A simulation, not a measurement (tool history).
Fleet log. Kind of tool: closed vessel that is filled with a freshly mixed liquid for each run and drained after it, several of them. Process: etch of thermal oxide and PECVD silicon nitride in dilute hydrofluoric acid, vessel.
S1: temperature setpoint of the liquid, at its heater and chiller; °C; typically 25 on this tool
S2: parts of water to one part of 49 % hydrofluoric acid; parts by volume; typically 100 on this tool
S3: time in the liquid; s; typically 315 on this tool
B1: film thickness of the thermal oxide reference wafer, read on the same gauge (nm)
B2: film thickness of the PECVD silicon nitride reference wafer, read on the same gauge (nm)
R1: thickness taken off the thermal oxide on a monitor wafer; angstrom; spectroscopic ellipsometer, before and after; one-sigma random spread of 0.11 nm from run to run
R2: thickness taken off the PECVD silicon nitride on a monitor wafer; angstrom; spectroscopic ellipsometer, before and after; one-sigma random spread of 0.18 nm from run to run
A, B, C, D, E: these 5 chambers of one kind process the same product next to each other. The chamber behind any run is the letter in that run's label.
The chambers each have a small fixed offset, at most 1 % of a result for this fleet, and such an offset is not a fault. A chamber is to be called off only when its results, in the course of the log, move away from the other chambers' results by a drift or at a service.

Run 1D, hour 5.4: usual settings; B1 100; B2 69.999. Result: R1 152.47 angstrom, R2 189.5 angstrom.
Run 2B, hour 10: usual settings; B1 99.992; B2 70.015. Result: R1 154.45 angstrom, R2 190.01 angstrom.
Run 3A, hour 14.2: usual settings; B1 99.994; B2 70. Result: R1 150.92 angstrom, R2 190.19 angstrom.
Run 4E, hour 18.4: usual settings; B1 100.02; B2 69.997. Result: R1 151.63 angstrom, R2 191.09 angstrom.
Run 5C, hour 27.7: usual settings; B1 99.996; B2 69.981. Result: R1 153.07 angstrom, R2 193.37 angstrom.
Run 6E, hour 34.4: usual settings; B1 99.995; B2 70.017. Result: R1 152.15 angstrom, R2 194.82 angstrom.
Run 7A, hour 40.9: usual settings; B1 100; B2 69.994. Result: R1 152.11 angstrom, R2 188.95 angstrom.
Run 8C, hour 45.6: usual settings; B1 100.03; B2 70.001. Result: R1 150.78 angstrom, R2 191.09 angstrom.
Run 9D, hour 54.4: usual settings; B1 99.989; B2 69.997. Result: R1 149.85 angstrom, R2 193.78 angstrom.
Run 10B, hour 61.6: usual settings; B1 99.981; B2 69.997. Result: R1 152.46 angstrom, R2 188.09 angstrom.
Run 11D, hour 67.1: usual settings but S2 130 parts by volume; B1 99.994; B2 69.999. Result: R1 112.38 angstrom, R2 144.86 angstrom.
Run 12C, hour 75.2: usual settings but S2 130 parts by volume; B1 100; B2 70.001. Result: R1 112.19 angstrom, R2 146.46 angstrom.
Run 13E, hour 79.4: usual settings but S2 130 parts by volume; B1 100.01; B2 69.994. Result: R1 110.17 angstrom, R2 148.21 angstrom.
Run 14B, hour 88.1: usual settings but S2 130 parts by volume; B1 100.01; B2 70.008. Result: R1 114.44 angstrom, R2 148.36 angstrom.
Run 15A, hour 95.1: usual settings but S2 130 parts by volume; B1 99.989; B2 70.011. Result: R1 112.5 angstrom, R2 148.07 angstrom.
Run 16D, hour 99.3: usual settings; B1 99.997; B2 70.002. Result: R1 150.63 angstrom, R2 191.17 angstrom.
Run 17C, hour 108.1: usual settings; B1 100.01; B2 69.988. Result: R1 150.56 angstrom, R2 188.99 angstrom.
Run 18E, hour 112.9: usual settings; B1 100.01; B2 69.971. Result: R1 150.9 angstrom, R2 193.29 angstrom.
Run 19A, hour 117.2: usual settings but S1 27.5 °C, S3 220 s; B1 99.985; B2 70.005. Result: R1 117.52 angstrom, R2 153.85 angstrom.
Run 20B, hour 123.3: usual settings but S1 27.5 °C, S3 220 s; B1 99.993; B2 70. Result: R1 116.16 angstrom, R2 156.75 angstrom.
At hour 130.4: chamber B: hydrofluoric acid flow meter replaced.
Run 21C, hour 130.6: usual settings but S1 27.5 °C, S3 220 s; B1 100; B2 70.012. Result: R1 117.04 angstrom, R2 154.62 angstrom.
Run 22B, hour 137.8: usual settings but S1 27.5 °C, S3 220 s; B1 99.998; B2 70.007. Result: R1 116.97 angstrom, R2 156.29 angstrom.
At hour 144.8: chamber A: hydrofluoric acid flow meter replaced.
Run 23E, hour 147.1: usual settings but S1 27.5 °C, S3 220 s; B1 100; B2 70.003. Result: R1 115.43 angstrom, R2 156.4 angstrom.
Run 24A, hour 156.2: usual settings; B1 100.02; B2 70.003. Result: R1 152.97 angstrom, R2 194.29 angstrom.
Run 25D, hour 161: usual settings but S1 23 °C, S3 440 s; B1 100.02; B2 69.999. Result: R1 196.14 angstrom, R2 236.75 angstrom.
Run 26B, hour 165.3: usual settings but S1 23 °C, S3 440 s; B1 100.01; B2 70.011. Result: R1 198.01 angstrom, R2 233.38 angstrom.
Run 27E, hour 170.6: usual settings but S1 23 °C, S3 440 s; B1 100.01; B2 70.005. Result: R1 193.81 angstrom, R2 237.2 angstrom.
Run 28D, hour 177.5: usual settings but S1 23 °C, S3 440 s; B1 100; B2 69.997. Result: R1 193.98 angstrom, R2 233.32 angstrom.
Run 29C, hour 184.5: usual settings but S1 23 °C, S3 440 s; B1 99.988; B2 69.999. Result: R1 193.8 angstrom, R2 232.75 angstrom.
Run 30A, hour 188.9: usual settings; B1 99.993; B2 70.004. Result: R1 151.39 angstrom, R2 188.87 angstrom.
Run 31B, hour 197.5: usual settings; B1 100.01; B2 69.996. Result: R1 150.43 angstrom, R2 193.07 angstrom.
Run 32D, hour 205.6: usual settings; B1 99.98; B2 69.992. Result: R1 151.56 angstrom, R2 190.23 angstrom.
Run 33A, hour 213.2: usual settings; B1 99.977; B2 69.987. Result: R1 151.93 angstrom, R2 188.16 angstrom.
Run 34C, hour 218: usual settings; B1 99.996; B2 69.99. Result: R1 151.4 angstrom, R2 192.04 angstrom.
Run 35E, hour 227.6: usual settings; B1 100.01; B2 70.009. Result: R1 152.35 angstrom, R2 194.4 angstrom.

Has any chamber moved away from the others, gradually or after a service, or does the common gauge drift, or do the chambers differ only by their own small steady offsets? State the chamber and the most likely cause if one applies.

Neither any chamber nor the gauge drifts; the chambers differ only by their own small, steady offsets.
